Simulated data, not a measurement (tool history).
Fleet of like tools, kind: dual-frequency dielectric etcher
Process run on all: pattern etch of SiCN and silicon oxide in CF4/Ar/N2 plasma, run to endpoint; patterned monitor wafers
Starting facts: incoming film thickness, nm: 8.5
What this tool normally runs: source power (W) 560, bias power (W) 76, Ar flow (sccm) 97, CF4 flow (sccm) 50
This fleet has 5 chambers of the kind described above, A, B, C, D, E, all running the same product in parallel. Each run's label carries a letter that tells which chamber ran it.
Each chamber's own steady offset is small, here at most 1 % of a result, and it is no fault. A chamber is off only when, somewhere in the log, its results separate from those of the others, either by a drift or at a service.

run,day,source power (W),bias power (W),Ar flow (sccm),CF4 flow (sccm),endpoint time (s)
# day 0.246: chamber A: source power generator calibrated
1A,0.275,560,76,97,50,8.3768
2E,0.542,560,76,97,50,8.5042
3D,0.938,560,76,97,50,8.3393
# day 1.079: chamber D: wet clean of the chamber
4B,1.250,560,76,97,50,8.3412
5C,1.683,560,76,97,50,8.3656
# day 1.850: chamber A: wet clean of the chamber
6C,2.200,620,76,74,50,7.2951
7D,2.712,620,76,74,50,7.2063
8A,2.979,620,76,74,50,7.3544
9E,3.267,620,76,74,50,7.3819
10B,3.558,620,76,74,50,7.3318
11A,4.033,560,76,97,50,8.3779
12B,4.358,560,76,97,50,8.3734
13C,4.638,560,76,97,50,8.1922
14E,5.000,560,76,97,50,8.4329
15D,5.333,560,76,97,50,8.3530
16B,5.575,560,76,97,50,8.3503
17E,5.883,560,76,97,50,8.3804
18A,6.338,560,76,97,50,8.3434
# day 6.567: chamber E: wet clean of the chamber
19D,6.646,560,76,115,50,8.5714
20C,6.946,560,76,115,50,8.3891
21D,7.400,560,76,115,50,8.5335
22C,7.817,560,76,115,50,8.3428
23A,8.071,560,76,115,50,8.6308
24E,8.375,560,76,97,50,8.3846
25B,8.646,560,86,112,50,8.1845
# day 8.908: chamber A: CF4 flow controller replaced
26E,8.992,560,86,112,50,8.2777
27B,9.479,560,86,112,50,8.2782
28A,9.800,560,86,112,50,8.2290
29D,10.158,560,86,112,50,8.1231
30C,10.417,560,76,97,50,8.0525
31E,10.875,560,76,97,50,8.4021
32C,11.162,560,76,97,50,7.9383
33A,11.438,560,76,97,50,8.3826
# day 11.654: chamber B: wet clean of the chamber
34B,11.738,560,76,97,50,8.3206
35D,12.021,460,76,97,50,9.8866
36A,12.483,460,76,97,50,10.0120
37B,12.892,460,76,97,50,9.9285

All 5 chambers run these settings next. Forecast each chamber's results:
38A,13.271,560,76,97,41,?
38B,13.271,560,76,97,41,?
38C,13.271,560,76,97,41,?
38D,13.271,560,76,97,41,?
38E,13.271,560,76,97,41,?

run,endpoint time (s)
38A,8.6095
38B,8.6207
38C,8.1405
38D,8.5250
38E,8.6679
